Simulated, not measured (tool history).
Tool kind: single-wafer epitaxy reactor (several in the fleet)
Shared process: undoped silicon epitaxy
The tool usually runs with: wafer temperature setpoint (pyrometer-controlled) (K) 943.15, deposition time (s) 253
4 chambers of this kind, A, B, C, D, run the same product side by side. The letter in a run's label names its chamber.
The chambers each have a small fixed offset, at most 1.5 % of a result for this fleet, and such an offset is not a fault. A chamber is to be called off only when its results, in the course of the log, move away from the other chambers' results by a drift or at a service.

run,hour,wafer temperature setpoint (pyrometer-controlled) (K),deposition time (s),"read-back reference wafer on the same gauge, thickness_nm",mean film thickness on the monitor wafer (Å)
1A,11.7,943.15,253,58.717,648.79
2B,21.6,943.15,253,58.725,656.81
3C,30.1,943.15,253,58.717,643.56
4D,35.6,943.15,253,58.734,651.62
5B,46.4,936.15,204,58.768,456.63
6C,52,936.15,204,58.768,446.41
7A,58.4,936.15,204,58.762,451.88
8D,65.8,936.15,204,58.787,452.38
9B,75.2,943.15,253,58.793,656.63
10A,86.9,943.15,253,58.829,649.27
11D,96.8,943.15,253,58.827,650.83
12C,102,943.15,253,58.807,642.52
13C,108.1,943.15,253,58.855,642.1
14A,114.4,943.15,253,58.838,651.8
15D,125.6,929.15,253,58.847,482.95
16B,137.3,929.15,253,58.864,487.15
17A,145.4,929.15,253,58.869,482.36
18C,154.3,929.15,253,58.902,476.47
19B,165,934.15,217,58.877,465.17
20D,176.8,934.15,217,58.895,462.74
21A,185.7,934.15,217,58.901,463
22D,191.7,934.15,217,58.897,462.73
23C,200.7,943.15,253,58.932,643
24B,212.4,943.15,253,58.93,659.13
25A,222.4,943.15,253,58.947,654.2
26C,228.7,943.15,285,58.965,727.49
27B,238.2,943.15,285,58.972,743.15
28D,246.2,943.15,285,59.01,736.52
29D,257.7,943.15,285,59.012,735.9
30B,269.1,943.15,233,59.045,606.99
31C,280.9,943.15,233,59.029,595.69
32A,290.9,943.15,233,59.04,600.87
33A,301.7,943.15,233,59.043,601.52
34C,313.3,943.15,253,59.068,645.07
35D,325.3,949.15,204,59.059,598.09

What goes on in this fleet: one chamber off, a drifting gauge, or nothing beyond the chambers' own small offsets? Name the chamber and the cause, if any.

The gauge drifts, so all chambers seem to drift together. No chamber is off.
Likeliest cause: gauge reads high (%) = 0.664.
